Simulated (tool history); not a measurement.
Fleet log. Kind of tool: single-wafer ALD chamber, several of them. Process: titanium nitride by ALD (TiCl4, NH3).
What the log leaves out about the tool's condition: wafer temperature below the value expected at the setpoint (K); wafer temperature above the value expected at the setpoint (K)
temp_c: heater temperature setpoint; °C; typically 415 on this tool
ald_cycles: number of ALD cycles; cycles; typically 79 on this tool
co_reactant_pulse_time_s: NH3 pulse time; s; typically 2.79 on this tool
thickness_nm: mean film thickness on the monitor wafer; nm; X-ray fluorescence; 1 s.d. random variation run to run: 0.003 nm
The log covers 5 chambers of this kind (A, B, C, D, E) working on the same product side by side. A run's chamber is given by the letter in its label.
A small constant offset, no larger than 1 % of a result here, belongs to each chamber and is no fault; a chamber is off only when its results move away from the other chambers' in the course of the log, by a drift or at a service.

| run | hour | temp_c | ald_cycles | co_reactant_pulse_time_s | hours since the last thermocouple change | read-back reference wafer on the same gauge, thickness_nm | thickness_nm |
|---|---|---|---|---|---|---|---|
| 1D | 3.3 | 415 | 79 | 2.79 | 615.6 | 1.7503 | 1.7784 |
| 2A | 6.4 | 415 | 79 | 2.79 | 1844.6 | 1.7512 | 1.7563 |
| 3C | 13.3 | 415 | 79 | 2.79 | 349.6 | 1.7509 | 1.7637 |
| 4B | 19.5 | 415 | 79 | 2.79 | 1205.4 | 1.7515 | 1.7733 |
| 5E | 23.7 | 415 | 79 | 2.79 | 1113.1 | 1.7516 | 1.7762 |
| 6D | 30.3 | 415 | 79 | 2.79 | 642.6 | 1.7526 | 1.7782 |
| 7B | 36.0 | 415 | 79 | 2.79 | 1221.9 | 1.7517 | 1.7702 |
| 8E | 43.1 | 415 | 79 | 2.79 | 1132.5 | 1.7522 | 1.7847 |
| 9C | 49.4 | 415 | 79 | 2.79 | 385.7 | 1.7531 | 1.7645 |
| 10A | 53.6 | 415 | 79 | 2.79 | 1891.8 | 1.7537 | 1.7634 |
| 11E | 60.1 | 415 | 79 | 2.79 | 1149.5 | 1.7534 | 1.7836 |
| 12C | 65.5 | 415 | 79 | 3.70 | 401.8 | 1.7543 | 1.7708 |
| 13B | 71.3 | 415 | 79 | 3.70 | 1257.2 | 1.7547 | 1.7864 |
| 14D | 77.0 | 415 | 79 | 3.70 | 689.3 | 1.7543 | 1.7924 |
| 15A | 83.3 | 415 | 79 | 3.70 | 1921.5 | 1.7553 | 1.7749 |
| 16C | 90.1 | 415 | 79 | 3.70 | 426.4 | 1.7554 | 1.7751 |
| 17A | 96.4 | 403 | 79 | 2.37 | 1934.6 | 1.7564 | 1.7559 |
| 18D | 102.6 | 403 | 79 | 2.37 | 714.9 | 1.7563 | 1.7715 |
| 19B | 106.9 | 403 | 79 | 2.37 | 1292.8 | 1.7569 | 1.7680 |
| 20E | 111.4 | 403 | 79 | 2.37 | 1200.8 | 1.7575 | 1.7672 |
| 21B | 117.9 | 403 | 79 | 2.37 | 1303.8 | 1.7576 | 1.7647 |
| 22D | 123.3 | 415 | 79 | 2.79 | 735.6 | 1.7571 | 1.7877 |
| 23C | 127.6 | 415 | 79 | 2.79 | 463.9 | 1.7575 | 1.7782 |
| 24A | 132.7 | 415 | 79 | 2.79 | 1970.9 | 1.7583 | 1.7724 |
| 25E | 138.0 | 415 | 70 | 3.69 | 1227.4 | 1.7585 | 1.5935 |
| 26D | 142.0 | 415 | 70 | 3.69 | 754.3 | 1.7593 | 1.5937 |
| 27C | 148.9 | 415 | 70 | 3.69 | 485.2 | 1.7595 | 1.5805 |
| 28E | 155.5 | 415 | 70 | 3.69 | 1244.9 | 1.7597 | 1.5957 |
| 29B | 159.1 | 415 | 70 | 3.69 | 1345.0 | 1.7606 | 1.5873 |
| 30A | 165.3 | 415 | 79 | 2.79 | 2003.5 | 1.7599 | 1.7705 |
| 31E | 171.2 | 415 | 79 | 2.79 | 1260.6 | 1.7603 | 1.7877 |
| 32B | 177.8 | 415 | 79 | 2.79 | 1363.7 | 1.7610 | 1.7820 |
| 33C | 181.5 | 415 | 79 | 2.79 | 517.8 | 1.7615 | 1.7728 |
| 34D | 187.5 | 415 | 79 | 2.79 | 799.8 | 1.7621 | 1.7905 |

Does one chamber stand apart from the rest, does the shared gauge drift, or is all well apart from small per-chamber offsets? Give the chamber and the most likely cause, where there is one.

None of the chambers is off. What moves is the gauge, dragging all their readings along together.
Likeliest cause: gauge reads high (%) = 0.696.
